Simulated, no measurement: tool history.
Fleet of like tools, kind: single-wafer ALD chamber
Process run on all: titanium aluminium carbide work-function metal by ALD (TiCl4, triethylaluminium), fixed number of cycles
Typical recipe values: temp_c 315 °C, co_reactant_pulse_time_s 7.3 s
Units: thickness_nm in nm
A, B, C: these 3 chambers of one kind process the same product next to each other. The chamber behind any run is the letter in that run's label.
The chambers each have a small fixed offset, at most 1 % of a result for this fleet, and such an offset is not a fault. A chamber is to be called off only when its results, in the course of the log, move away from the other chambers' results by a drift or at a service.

run   hour  temp_c  co_reactant_pulse_time_s  read-back reference wafer on the same gauge, thickness_nm  thickness_nm
 1B    6.5     315                       7.3                                                     1.7407        2.0357
 2A   13.1     315                       7.3                                                     1.7401        2.0138
 3C     19     315                       7.3                                                     1.7407        2.0307
 4A   30.2     315                       7.3                                                     1.7413        2.0144
 5B   39.3     315                       7.3                                                     1.7418        2.0344
 6C   46.2     315                       7.3                                                     1.7418        2.0346
 7A   53.5     315                       7.3                                                     1.7423        2.0175
 8B   65.2     315                       7.3                                                      1.743        2.0374
 9C   77.1     315                       7.3                                                     1.7436        2.0301
10C   86.8     315                       7.3                                                     1.7436        2.0317
11B   98.3     315                       7.3                                                     1.7438        2.0357
12A  105.6     315                       7.3                                                     1.7444        2.0215
13B  118.4     315                       7.3                                                     1.7452        2.0369
14A  127.3     315                       7.3                                                     1.7456        2.0165
15C  137.1     315                       7.3                                                     1.7463        2.0372
16A  145.6     326                      8.51                                                     1.7466        2.1742
17C  152.2     326                      8.51                                                     1.7468        2.1988
18B  163.8     326                      8.51                                                     1.7474        2.2001
19A  171.5     315                       7.3                                                     1.7473        2.0229
20B  180.8     315                       7.3                                                     1.7474        2.0434
21C  186.7     315                       7.3                                                     1.7481        2.0449

Has any chamber moved away from the others, gradually or after a service, or does the common gauge drift, or do the chambers differ only by their own small steady offsets? State the chamber and the most likely cause if one applies.

The gauge drifts, so all chambers seem to drift together. No chamber is off.
Most likely cause: gauge reads high (%) = 0.49.
